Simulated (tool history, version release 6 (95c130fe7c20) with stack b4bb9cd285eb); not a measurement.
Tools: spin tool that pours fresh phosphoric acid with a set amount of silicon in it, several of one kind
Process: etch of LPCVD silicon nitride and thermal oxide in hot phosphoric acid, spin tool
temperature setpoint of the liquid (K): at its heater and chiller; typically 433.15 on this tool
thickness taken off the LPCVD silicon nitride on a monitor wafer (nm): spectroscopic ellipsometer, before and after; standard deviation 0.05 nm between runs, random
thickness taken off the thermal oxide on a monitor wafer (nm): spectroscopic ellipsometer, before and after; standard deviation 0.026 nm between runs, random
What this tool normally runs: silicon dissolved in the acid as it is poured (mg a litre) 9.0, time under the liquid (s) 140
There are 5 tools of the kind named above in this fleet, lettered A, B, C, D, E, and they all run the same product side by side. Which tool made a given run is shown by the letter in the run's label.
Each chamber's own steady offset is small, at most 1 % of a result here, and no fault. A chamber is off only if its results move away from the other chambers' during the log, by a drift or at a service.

run,day,temperature setpoint of the liquid (K),silicon dissolved in the acid as it is poured (mg a litre),time under the liquid (s),hours since the thermometer was replaced,hours since the dissolved silicon flow meter was replaced,hours since the heated supply line was repaired,"read-back film thickness of the LPCVD silicon nitride reference wafer, read on the same gauge (nm)","read-back film thickness of the thermal oxide reference wafer, read on the same gauge (nm)",thickness taken off the LPCVD silicon nitride on a monitor wafer (nm),thickness taken off the thermal oxide on a monitor wafer (nm)
# day 0.246: chamber D: dissolved silicon flow meter replaced
# day 0.254: chamber A: dissolved silicon flow meter replaced
1C,0.317,433.15,9.0,140,748.0,392.3,935.0,29.996,70.017,13.352,0.30541
2A,0.575,433.15,9.0,140,28.3,7.8,2607.6,30.030,70.006,13.430,0.34073
3E,0.929,433.15,9.0,140,867.1,683.4,2758.4,29.960,69.992,13.408,0.31611
4B,1.183,433.15,9.0,140,172.7,1764.9,690.6,29.986,69.956,13.280,0.27302
5D,1.504,433.15,9.0,140,206.9,30.3,3017.9,30.008,70.043,13.274,0.29599
6C,1.738,433.15,9.0,140,782.1,426.4,969.1,29.971,69.988,13.440,0.35013
7B,2.096,433.15,9.0,140,194.6,1786.8,712.5,30.001,70.001,13.394,0.29131
8E,2.317,433.15,9.0,140,900.4,716.7,2791.7,30.027,70.044,13.290,0.28214
9D,2.617,433.15,9.0,140,233.6,57.0,3044.6,30.010,69.987,13.369,0.31202
10A,3.021,433.15,9.0,140,87.0,66.5,2666.3,30.002,69.957,13.402,0.31685
11D,3.333,433.15,9.0,140,250.8,74.2,3061.8,30.025,69.990,13.344,0.30898
12C,3.667,431.15,9.0,205,828.4,472.7,1015.4,30.006,69.992,18.393,0.39799
13B,3.888,431.15,9.0,205,237.6,1829.8,755.5,29.991,69.968,18.233,0.40803
14E,4.238,431.15,9.0,205,946.5,762.8,2837.8,30.027,70.005,18.271,0.34207
15A,4.542,431.15,9.0,205,123.5,103.0,2702.8,30.007,70.021,18.375,0.44604
16C,4.942,431.15,9.0,205,859.0,503.3,1046.0,30.009,70.011,18.373,0.38513
17B,5.250,433.15,9.0,140,270.3,1862.5,788.2,30.032,69.961,13.304,0.29983
18E,5.575,433.15,9.0,140,978.6,794.9,2869.9,30.012,69.982,13.420,0.27398
19A,5.821,434.15,9.0,140,154.2,133.7,2733.5,29.986,70.038,13.906,0.32342
20D,6.012,434.15,9.0,140,315.1,138.5,3126.1,29.994,69.999,13.786,0.36131
21C,6.217,434.15,9.0,140,889.6,533.9,1076.6,30.003,69.982,13.806,0.35701
22E,6.408,434.15,9.0,140,998.6,814.9,2889.9,29.984,69.981,13.827,0.41552
23A,6.617,434.15,9.0,140,173.3,152.8,2752.6,30.016,69.996,13.890,0.34086
24D,6.829,433.15,11.5,140,334.7,158.1,3145.7,30.010,69.987,13.375,0.31925
25B,7.121,433.15,11.5,140,315.2,1907.4,833.1,30.008,69.983,13.217,0.28310
26B,7.396,433.15,11.5,140,321.8,1914.0,839.7,30.022,69.950,13.251,0.32130
27A,7.633,433.15,11.5,140,197.7,177.2,2777.0,29.983,69.972,13.384,0.32318
28D,7.846,433.15,11.5,140,359.1,182.5,3170.1,30.021,70.020,13.351,0.29971
29C,8.083,433.15,9.0,140,934.4,578.7,1121.4,30.015,70.010,13.407,0.31385
30E,8.479,433.15,9.0,140,1048.3,864.6,2939.6,29.975,69.998,13.449,0.33480
31D,8.833,433.15,9.0,140,382.8,206.2,3193.8,29.977,69.942,13.350,0.30987
32A,9.221,433.15,9.0,140,235.8,215.3,2815.1,29.985,70.013,13.486,0.32574
33B,9.508,433.15,9.0,140,372.5,1964.7,890.4,30.002,69.981,13.320,0.38674
34E,9.850,433.15,9.0,140,1081.2,897.5,2972.5,29.990,69.970,13.361,0.32800
35C,10.208,433.15,9.0,140,985.4,629.7,1172.4,30.021,69.994,13.470,0.35063
36A,10.438,433.15,9.0,140,265.0,244.5,2844.3,29.990,69.961,13.454,0.30699
37D,10.808,433.15,9.0,140,430.2,253.6,3241.2,30.019,70.009,13.305,0.33190
38C,11.208,433.15,9.0,140,1009.4,653.7,1196.4,30.025,69.981,13.438,0.29869
39E,11.475,433.15,3.0,140,1120.2,936.5,3011.5,30.020,70.028,13.464,0.39117
40B,11.725,433.15,3.0,140,425.7,2017.9,943.6,29.987,69.986,13.241,0.35790
41E,12.088,433.15,3.0,140,1134.9,951.2,3026.2,29.986,69.986,13.460,0.40160

Is one chamber out of step, is the gauge drifting, or do the chambers differ by no more than their own small offsets? For an off chamber, give its letter and the likeliest cause.

All chambers stay in line apart from their small fixed offsets, and the gauge does not drift.
